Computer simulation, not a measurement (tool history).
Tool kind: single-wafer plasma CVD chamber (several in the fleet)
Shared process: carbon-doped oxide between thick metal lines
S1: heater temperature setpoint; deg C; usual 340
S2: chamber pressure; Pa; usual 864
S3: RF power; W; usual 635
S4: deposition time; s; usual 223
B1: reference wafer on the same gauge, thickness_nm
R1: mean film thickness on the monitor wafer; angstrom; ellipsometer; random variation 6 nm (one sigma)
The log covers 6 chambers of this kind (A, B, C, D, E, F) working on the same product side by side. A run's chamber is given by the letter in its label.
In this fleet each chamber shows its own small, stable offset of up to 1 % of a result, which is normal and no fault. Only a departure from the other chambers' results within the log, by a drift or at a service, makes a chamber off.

{"run": "1F", "hour": 4.3, "S1": 340, "S2": 864, "S3": 635, "S4": 223, "B1": 1219.6, "R1": 13726}
{"run": "2A", "hour": 8.2, "S1": 340, "S2": 864, "S3": 635, "S4": 223, "B1": 1220.0, "R1": 13713}
{"run": "3B", "hour": 12.6, "S1": 340, "S2": 864, "S3": 635, "S4": 223, "B1": 1219.6, "R1": 13763}
{"run": "4E", "hour": 17.3, "S1": 340, "S2": 864, "S3": 635, "S4": 223, "B1": 1219.3, "R1": 13716}
{"run": "5D", "hour": 23.1, "S1": 340, "S2": 864, "S3": 635, "S4": 223, "B1": 1220.1, "R1": 13778}
{"run": "6C", "hour": 28.9, "S1": 340, "S2": 864, "S3": 635, "S4": 223, "B1": 1219.5, "R1": 13882}
{"run": "7F", "hour": 33.8, "S1": 340, "S2": 864, "S3": 635, "S4": 223, "B1": 1220.5, "R1": 13794}
{"run": "8B", "hour": 37.1, "S1": 340, "S2": 864, "S3": 635, "S4": 237, "B1": 1220.1, "R1": 14549}
{"run": "9D", "hour": 42.6, "S1": 340, "S2": 864, "S3": 635, "S4": 237, "B1": 1219.2, "R1": 14654}
{"run": "10E", "hour": 46.3, "S1": 340, "S2": 864, "S3": 635, "S4": 237, "B1": 1219.3, "R1": 14662}
{"run": "11A", "hour": 49.2, "S1": 340, "S2": 864, "S3": 635, "S4": 237, "B1": 1221.7, "R1": 14671}
{"run": "12C", "hour": 52.1, "S1": 340, "S2": 864, "S3": 635, "S4": 237, "B1": 1220.2, "R1": 14704}
{"run": "13A", "hour": 55.6, "S1": 340, "S2": 864, "S3": 635, "S4": 237, "B1": 1221.0, "R1": 14443}
{"run": "14F", "hour": 59.7, "S1": 340, "S2": 864, "S3": 635, "S4": 223, "B1": 1220.7, "R1": 13702}
{"run": "15C", "hour": 63.2, "S1": 340, "S2": 864, "S3": 635, "S4": 223, "B1": 1221.8, "R1": 13848}
{"run": "16E", "hour": 68.3, "S1": 340, "S2": 864, "S3": 635, "S4": 223, "B1": 1220.5, "R1": 13748}
{"run": "17D", "hour": 74.6, "S1": 340, "S2": 864, "S3": 635, "S4": 223, "B1": 1218.3, "R1": 13660}
{"run": "18B", "hour": 81.0, "S1": 340, "S2": 864, "S3": 635, "S4": 223, "B1": 1219.0, "R1": 13700}
{"run": "19F", "hour": 86.5, "S1": 340, "S2": 864, "S3": 635, "S4": 223, "B1": 1220.3, "R1": 13740}
{"run": "20C", "hour": 90.7, "S1": 340, "S2": 864, "S3": 635, "S4": 258, "B1": 1220.0, "R1": 16104}
{"run": "21B", "hour": 95.1, "S1": 340, "S2": 864, "S3": 635, "S4": 258, "B1": 1220.5, "R1": 15824}
{"run": "22E", "hour": 99.0, "S1": 340, "S2": 864, "S3": 635, "S4": 258, "B1": 1220.7, "R1": 16004}
{"run": "23A", "hour": 103.0, "S1": 340, "S2": 864, "S3": 635, "S4": 258, "B1": 1219.4, "R1": 15833}
{"hour": 106.1, "done": "chamber B: capacitance manometer re-zeroed and calibrated"}
{"run": "24D", "hour": 108.9, "S1": 340, "S2": 864, "S3": 635, "S4": 258, "B1": 1219.8, "R1": 15584}
{"hour": 110.3, "done": "chamber B: RF generator calibrated"}
{"run": "25A", "hour": 112.8, "S1": 340, "S2": 864, "S3": 635, "S4": 258, "B1": 1220.6, "R1": 15962}
{"run": "26E", "hour": 117.4, "S1": 340, "S2": 864, "S3": 635, "S4": 223, "B1": 1221.0, "R1": 13756}
{"run": "27C", "hour": 120.9, "S1": 340, "S2": 864, "S3": 635, "S4": 223, "B1": 1220.1, "R1": 13977}
{"run": "28D", "hour": 125.7, "S1": 340, "S2": 668, "S3": 545, "S4": 223, "B1": 1221.7, "R1": 11767}
{"run": "29B", "hour": 128.8, "S1": 340, "S2": 668, "S3": 545, "S4": 223, "B1": 1219.5, "R1": 12258}
{"run": "30F", "hour": 132.1, "S1": 340, "S2": 668, "S3": 545, "S4": 223, "B1": 1219.0, "R1": 12034}
{"run": "31E", "hour": 138.5, "S1": 340, "S2": 668, "S3": 545, "S4": 223, "B1": 1219.7, "R1": 12205}
{"run": "32A", "hour": 142.1, "S1": 340, "S2": 668, "S3": 545, "S4": 223, "B1": 1219.9, "R1": 12168}
{"run": "33F", "hour": 147.0, "S1": 340, "S2": 668, "S3": 545, "S4": 223, "B1": 1219.9, "R1": 12098}
{"run": "34D", "hour": 152.2, "S1": 340, "S2": 864, "S3": 635, "S4": 223, "B1": 1220.1, "R1": 13240}
{"run": "35C", "hour": 158.0, "S1": 340, "S2": 864, "S3": 635, "S4": 223, "B1": 1220.9, "R1": 13971}
{"run": "36B", "hour": 164.2, "S1": 340, "S2": 864, "S3": 635, "S4": 223, "B1": 1219.7, "R1": 13861}

For the next run the whole fleet of 6 chambers uses the same settings. Give each chamber's results:
{"run": "37A", "hour": 169.0, "S1": 340, "S2": 864, "S3": 635, "S4": 223, "R1": "?"}
{"run": "37B", "hour": 169.0, "S1": 340, "S2": 864, "S3": 635, "S4": 223, "R1": "?"}
{"run": "37C", "hour": 169.0, "S1": 340, "S2": 864, "S3": 635, "S4": 223, "R1": "?"}
{"run": "37D", "hour": 169.0, "S1": 340, "S2": 864, "S3": 635, "S4": 223, "R1": "?"}
{"run": "37E", "hour": 169.0, "S1": 340, "S2": 864, "S3": 635, "S4": 223, "R1": "?"}
{"run": "37F", "hour": 169.0, "S1": 340, "S2": 864, "S3": 635, "S4": 223, "R1": "?"}

run=37A R1=13671
run=37B R1=13820
run=37C R1=13905
run=37D R1=13238
run=37E R1=13738
run=37F R1=13662
